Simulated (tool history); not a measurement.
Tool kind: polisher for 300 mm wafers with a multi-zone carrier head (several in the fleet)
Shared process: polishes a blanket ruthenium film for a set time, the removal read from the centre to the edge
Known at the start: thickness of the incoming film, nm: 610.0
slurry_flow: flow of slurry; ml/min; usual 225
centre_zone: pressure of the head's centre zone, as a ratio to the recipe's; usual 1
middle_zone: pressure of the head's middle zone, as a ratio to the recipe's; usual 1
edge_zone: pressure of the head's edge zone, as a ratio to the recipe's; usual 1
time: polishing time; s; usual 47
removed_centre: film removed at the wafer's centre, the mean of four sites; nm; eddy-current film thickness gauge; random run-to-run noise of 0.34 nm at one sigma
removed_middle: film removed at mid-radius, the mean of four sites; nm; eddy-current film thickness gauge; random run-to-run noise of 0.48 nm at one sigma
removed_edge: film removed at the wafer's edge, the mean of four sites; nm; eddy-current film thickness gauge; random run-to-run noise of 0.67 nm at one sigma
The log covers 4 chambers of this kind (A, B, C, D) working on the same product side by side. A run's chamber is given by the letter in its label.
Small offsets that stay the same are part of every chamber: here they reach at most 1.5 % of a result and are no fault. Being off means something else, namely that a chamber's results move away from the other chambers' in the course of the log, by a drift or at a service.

| run | day | slurry_flow | centre_zone | middle_zone | edge_zone | time | removed_centre | removed_middle | removed_edge |
|---|---|---|---|---|---|---|---|---|---|
| 1D | 0.179 | 225 | 1 | 1 | 1 | 47 | 48.342 | 47.693 | 47.152 |
| 2B | 0.496 | 225 | 1 | 1 | 1 | 47 | 47.575 | 47.422 | 46.864 |
|  | 0.633 | chamber B: worn pad replaced by a new one |
| 3C | 0.671 | 225 | 1 | 1 | 1 | 47 | 48.316 | 47.902 | 48.896 |
|  | 0.862 | chamber A: worn pad replaced by a new one |
| 4A | 0.933 | 225 | 1 | 1 | 1 | 47 | 47.983 | 47.547 | 46.114 |
| 5B | 1.15 | 255 | 1 | 1 | 1.11 | 47 | 48.26 | 48.215 | 51.717 |
| 6A | 1.312 | 255 | 1 | 1 | 1.11 | 47 | 49.254 | 48.377 | 50.818 |
| 7C | 1.525 | 255 | 1 | 1 | 1.11 | 47 | 48.423 | 47.996 | 51.164 |
|  | 1.658 | chamber B: slurry nozzle cleaned |
| 8D | 1.796 | 255 | 1 | 1 | 1.11 | 47 | 48.996 | 48.125 | 50.642 |
|  | 1.875 | chamber D: worn pad replaced by a new one |
| 9C | 2.088 | 225 | 0.91 | 1 | 0.9 | 47 | 43.588 | 47.866 | 45.362 |
|  | 2.129 | chamber C: worn pad replaced by a new one |
| 10A | 2.429 | 225 | 0.91 | 1 | 0.9 | 47 | 42.654 | 47.914 | 44.893 |
| 11B | 2.583 | 225 | 0.91 | 1 | 0.9 | 47 | 43.318 | 47.541 | 44.89 |
|  | 2.675 | chamber A: edge zone pressure recalibrated |
| 12D | 2.754 | 225 | 0.91 | 1 | 0.9 | 47 | 43.136 | 47.316 | 45.349 |
| 13B | 3.062 | 225 | 1 | 1 | 1 | 47 | 47.745 | 48.297 | 47.254 |
|  | 3.192 | chamber A: worn pad replaced by a new one |
| 14D | 3.267 | 225 | 1 | 1 | 1 | 47 | 47.934 | 46.964 | 48.203 |
| 15C | 3.6 | 225 | 1 | 1 | 1 | 47 | 48.182 | 47.071 | 47.62 |
|  | 3.804 | chamber B: worn pad replaced by a new one |
| 16A | 3.933 | 225 | 1 | 1 | 1 | 47 | 48.312 | 47.312 | 47.273 |
|  | 4 | chamber D: slurry nozzle cleaned |
| 17D | 4.171 | 225 | 1 | 1 | 1 | 47 | 48.081 | 47.313 | 47.665 |
| 18A | 4.446 | 225 | 1 | 1 | 1 | 47 | 47.783 | 47.808 | 47.48 |
| 19B | 4.696 | 225 | 1 | 1 | 1 | 47 | 47.867 | 48.14 | 48.669 |
| 20C | 4.983 | 225 | 1 | 1 | 1 | 47 | 48.305 | 47.698 | 48.13 |
| 21D | 5.238 | 225 | 1 | 1 | 1 | 47 | 48.157 | 47.562 | 46.185 |
|  | 5.375 | chamber C: worn pad replaced by a new one |
| 22A | 5.433 | 225 | 1 | 1 | 1 | 47 | 47.507 | 48.166 | 47.103 |
|  | 5.525 | chamber A: worn pad replaced by a new one |
|  | 5.554 | chamber D: worn pad replaced by a new one |
| 23C | 5.612 | 225 | 1 | 1 | 1 | 47 | 48.168 | 47.976 | 48.603 |
| 24B | 5.817 | 225 | 1.05 | 0.92 | 1 | 47 | 50.237 | 44.135 | 48.118 |
| 25A | 6.033 | 225 | 1.05 | 0.92 | 1 | 47 | 49.604 | 43.487 | 46.632 |
| 26D | 6.271 | 225 | 1.05 | 0.92 | 1 | 47 | 50.887 | 44.767 | 47.311 |
|  | 6.517 | chamber B: worn pad replaced by a new one |
| 27B | 6.604 | 225 | 1.05 | 0.92 | 1 | 47 | 50.088 | 44.19 | 47.513 |
|  | 6.612 | chamber A: centre zone pressure recalibrated |
| 28C | 6.812 | 225 | 1 | 1 | 1 | 47 | 48.353 | 46.984 | 48.389 |
| 29A | 7.142 | 225 | 1 | 1 | 1 | 47 | 43.753 | 47.775 | 48.383 |
|  | 7.358 | chamber B: centre zone pressure recalibrated |
| 30C | 7.438 | 225 | 1 | 1 | 1 | 47 | 48.244 | 47.81 | 47.486 |
|  | 7.471 | chamber A: worn pad replaced by a new one |
| 31D | 7.692 | 225 | 1 | 1 | 1.06 | 37 | 37.731 | 37.306 | 38.25 |
| 32B | 8.017 | 225 | 1 | 1 | 1.06 | 37 | 37.741 | 37.79 | 38.321 |
| 33A | 8.3 | 225 | 1 | 1 | 1.06 | 37 | 34.377 | 37.309 | 38.203 |
| 34C | 8.629 | 225 | 1 | 1 | 1.06 | 37 | 38.278 | 37.52 | 40.335 |
|  | 8.767 | chamber D: worn pad replaced by a new one |
| 35D | 8.879 | 225 | 1 | 1 | 1 | 47 | 47.907 | 46.801 | 48.272 |
| 36B | 9.05 | 225 | 1 | 1 | 1 | 47 | 47.61 | 47.586 | 46.466 |
| 37A | 9.238 | 225 | 1 | 1 | 1 | 47 | 44.381 | 48.083 | 48.62 |
|  | 9.325 | chamber C: worn pad replaced by a new one |
|  | 9.379 | chamber A: worn pad replaced by a new one |
| 38B | 9.392 | 225 | 1 | 1 | 1 | 47 | 47.763 | 46.603 | 47.591 |
| 39D | 9.542 | 225 | 1 | 1 | 1 | 47 | 47.983 | 46.404 | 47.356 |
| 40C | 9.733 | 225 | 1 | 1 | 1 | 47 | 48.447 | 47.524 | 48.272 |
| 41A | 9.954 | 225 | 1 | 1 | 1 | 47 | 43.3 | 47.172 | 48.442 |
|  | 9.975 | chamber B: worn pad replaced by a new one |
| 42C | 10.188 | 225 | 1 | 1 | 1 | 47 | 47.933 | 47.485 | 47.089 |
| 43B | 10.483 | 225 | 1 | 1 | 1 | 47 | 48.263 | 47.776 | 47.597 |
| 44D | 10.742 | 225 | 1 | 1 | 1 | 47 | 47.447 | 47.228 | 46.984 |

All chambers now run identical settings, listed one chamber a line with results as question marks. What results will each chamber show?
| 45A | 10.988 | 225 | 1 | 1 | 1 | 47 | ? | ? | ? |
| 45B | 10.988 | 225 | 1 | 1 | 1 | 47 | ? | ? | ? |
| 45C | 10.988 | 225 | 1 | 1 | 1 | 47 | ? | ? | ? |
| 45D | 10.988 | 225 | 1 | 1 | 1 | 47 | ? | ? | ? |

| run | removed_centre | removed_middle | removed_edge |
|---|---|---|---|
| 45A | 44.031 | 47.492 | 47.766 |
| 45B | 47.68 | 47.437 | 48.294 |
| 45C | 48.301 | 48.421 | 47.379 |
| 45D | 48.496 | 47.642 | 46.731 |
